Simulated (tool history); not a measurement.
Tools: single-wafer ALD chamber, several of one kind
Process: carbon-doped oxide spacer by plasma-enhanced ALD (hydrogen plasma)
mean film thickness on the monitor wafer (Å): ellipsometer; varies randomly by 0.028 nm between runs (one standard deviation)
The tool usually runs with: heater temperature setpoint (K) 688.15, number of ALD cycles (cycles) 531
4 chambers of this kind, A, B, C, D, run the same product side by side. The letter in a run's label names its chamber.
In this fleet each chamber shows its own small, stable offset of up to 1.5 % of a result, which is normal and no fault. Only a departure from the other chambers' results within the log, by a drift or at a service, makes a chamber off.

run	hour	heater temperature setpoint (K)	number of ALD cycles (cycles)	hours since the last thermocouple change	read-back reference wafer on the same gauge, thickness_nm	mean film thickness on the monitor wafer (Å)
1B	5.0	688.15	531	789.2	30.390	250.70
2C	9.6	688.15	531	1173.0	30.393	255.02
3D	16.1	688.15	531	1352.1	30.383	254.97
4A	20.9	688.15	531	2188.6	30.376	254.06
5A	28.1	688.15	531	2195.8	30.375	253.00
6C	32.3	688.15	531	1195.7	30.371	254.42
7D	38.2	688.15	531	1374.2	30.364	254.82
8B	44.1	688.15	531	828.3	30.360	250.26
9B	49.4	674.15	531	833.6	30.353	261.08
10C	52.9	674.15	531	1216.3	30.358	265.86
11D	58.4	674.15	531	1394.4	30.337	265.70
12A	63.2	674.15	531	2230.9	30.334	264.77
13D	70.6	688.15	531	1406.6	30.334	254.82
14A	74.3	688.15	531	2242.0	30.339	252.79
15B	79.7	688.15	531	863.9	30.325	249.93
16C	86.9	688.15	531	1250.3	30.319	254.63
17D	94.4	688.15	531	1430.4	30.306	254.38
18C	101.8	688.15	531	1265.2	30.305	253.90
19B	105.4	688.15	531	889.6	30.288	249.63
20A	108.8	688.15	531	2276.5	30.293	253.30
21A	115.9	688.15	531	2283.6	30.301	253.36
22C	121.8	688.15	531	1285.2	30.284	254.04
23D	127.0	688.15	531	1463.0	30.278	254.07
24B	134.5	688.15	531	918.7	30.275	249.38
25D	140.9	688.15	531	1476.9	30.265	254.39

Which is it: a chamber that has drifted or been left off by a service, a gauge drift common to all chambers, or only each chamber's usual small offset? If a chamber is off, name it and its likeliest cause.

None of the chambers is off. What moves is the gauge, dragging all their readings along together.
What lies behind it: gauge reads low (%) = 0.457.

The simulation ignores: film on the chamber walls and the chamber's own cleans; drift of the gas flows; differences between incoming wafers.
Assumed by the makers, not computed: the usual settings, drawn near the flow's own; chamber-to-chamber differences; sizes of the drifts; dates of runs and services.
